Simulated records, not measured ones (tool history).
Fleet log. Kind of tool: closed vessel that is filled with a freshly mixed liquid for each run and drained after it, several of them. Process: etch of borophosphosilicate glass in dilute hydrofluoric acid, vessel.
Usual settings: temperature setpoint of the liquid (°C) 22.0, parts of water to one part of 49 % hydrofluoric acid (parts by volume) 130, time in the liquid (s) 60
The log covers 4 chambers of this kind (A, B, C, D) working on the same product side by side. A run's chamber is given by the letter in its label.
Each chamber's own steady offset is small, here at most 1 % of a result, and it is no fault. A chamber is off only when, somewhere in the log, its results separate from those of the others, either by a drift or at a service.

run   hour  temperature setpoint of the liquid (°C)  parts of water to one part of 49 % hydrofluoric acid (parts by volume)  time in the liquid (s)  read-back film thickness of the borophosphosilicate glass reference wafer, read on the same gauge (nm)  thickness taken off the borophosphosilicate glass on a monitor wafer (nm)
 1B    3.5                                     22.0                                                                     130                      60                                                                                                  140.01                                                                     15.855
 2D    6.5                                     22.0                                                                     130                      60                                                                                                  140.01                                                                     15.332
 3A   13.2                                     22.0                                                                     130                      60                                                                                                  139.99                                                                     15.348
 4C   16.3                                     22.0                                                                     130                      60                                                                                                  139.95                                                                     15.584
 5C   21.0                                     22.0                                                                     130                      60                                                                                                  139.94                                                                     15.513
 6A   27.3                                     22.0                                                                     130                      60                                                                                                  140.00                                                                     15.468
 7D   31.9                                     22.0                                                                     130                      60                                                                                                  139.97                                                                     15.454
 8B   38.4                                     22.0                                                                     130                      60                                                                                                  139.96                                                                     15.708
 9D   45.2                                     22.0                                                                     130                      60                                                                                                  139.98                                                                     15.345
10A   48.2                                     22.0                                                                     130                      60                                                                                                  140.06                                                                     15.421
      53.3  -- chamber A: thermometer replaced
11C   54.8                                     22.0                                                                     130                      60                                                                                                  140.03                                                                     15.396
12B   57.8                                     22.0                                                                     130                      60                                                                                                  139.97                                                                     15.417
13A   63.8                                     22.0                                                                     130                      60                                                                                                  140.02                                                                     15.290
14C   68.5                                     22.0                                                                     190                      80                                                                                                  140.02                                                                     13.132
15B   73.0                                     22.0                                                                     190                      80                                                                                                  140.00                                                                     13.353
16D   77.6                                     22.0                                                                     190                      80                                                                                                  140.02                                                                     13.137
17A   82.1                                     22.0                                                                     190                      80                                                                                                  139.98                                                                     13.050
18D   88.7                                     22.0                                                                     130                      60                                                                                                  140.03                                                                     15.102
19B   93.4                                     22.0                                                                     130                      60                                                                                                  140.04                                                                     15.381
20C   99.0                                     22.0                                                                     130                      60                                                                                                  140.03                                                                     15.468
21B  103.5                                     25.5                                                                     130                      60                                                                                                  139.98                                                                     17.968
22C  108.9                                     25.5                                                                     130                      60                                                                                                  139.97                                                                     17.781
23A  112.0                                     25.5                                                                     130                      60                                                                                                  140.00                                                                     17.405
24D  118.1                                     25.5                                                                     130                      60                                                                                                  139.97                                                                     16.896
25A  121.7                                     22.0                                                                     130                      60                                                                                                  140.00                                                                     15.619
26D  128.1                                     22.0                                                                     130                      85                                                                                                  140.04                                                                     20.773
27B  134.3                                     22.0                                                                     130                      85                                                                                                  139.98                                                                     21.973
28C  140.1                                     22.0                                                                     130                      85                                                                                                  140.01                                                                     22.003
29D  145.9                                     22.0                                                                     130                      85                                                                                                  140.04                                                                     20.510
30A  149.8                                     22.0                                                                     130                      60                                                                                                  140.00                                                                     15.284
31B  154.5                                     22.0                                                                     130                      60                                                                                                  140.01                                                                     15.531
32C  158.9                                     22.0                                                                     130                      60                                                                                                  139.98                                                                     15.624
33C  164.1                                     22.0                                                                     130                      60                                                                                                  139.96                                                                     15.683
34A  167.3                                     22.0                                                                     130                      60                                                                                                  140.00                                                                     15.384
35D  173.2                                     22.0                                                                     130                      60                                                                                                  140.02                                                                     14.237
36B  176.9                                     22.0                                                                     130                      60                                                                                                  140.00                                                                     15.574

What goes on in this fleet: one chamber off, a drifting gauge, or nothing beyond the chambers' own small offsets? Name the chamber and the cause, if any.

It is chamber D that slowly wanders off from its peers.
Most likely cause: hydrofluoric acid flow below the setpoint (%) = 8.14.
From this log alone, it may not be told apart from: liquid colder than its thermometer reads (K).

Which of the 4 candidates below, each the usual settings with something changed and its results left as question marks, puts chamber D back in line with what the other chambers give on the usual settings?
Allowed miss from the other chambers' usual-settings mean, per result, to count as in line: thickness taken off the borophosphosilicate glass on a monitor wafer (nm) 0.370
37D-1  181.9                                     22.0                                                                     120                      60                                                                                                                                                                                  ?
37D-2  181.9                                     22.0                                                                     125                      60                                                                                                                                                                                  ?
37D-3  181.9                                     21.5                                                                     130                      55                                                                                                                                                                                  ?
37D-4  181.9                                     22.0                                                                     135                      60                                                                                                                                                                                  ?

Usual-settings mean across the other chambers: thickness taken off the borophosphosilicate glass on a monitor wafer (nm) 15.486
  run  thickness taken off the borophosphosilicate glass on a monitor wafer (nm)
37D-1                                                                     15.308
37D-2                                                                     14.601
37D-3                                                                     12.538
37D-4                                                                     13.348
With 37D-1, the chamber falls back in line with the rest.
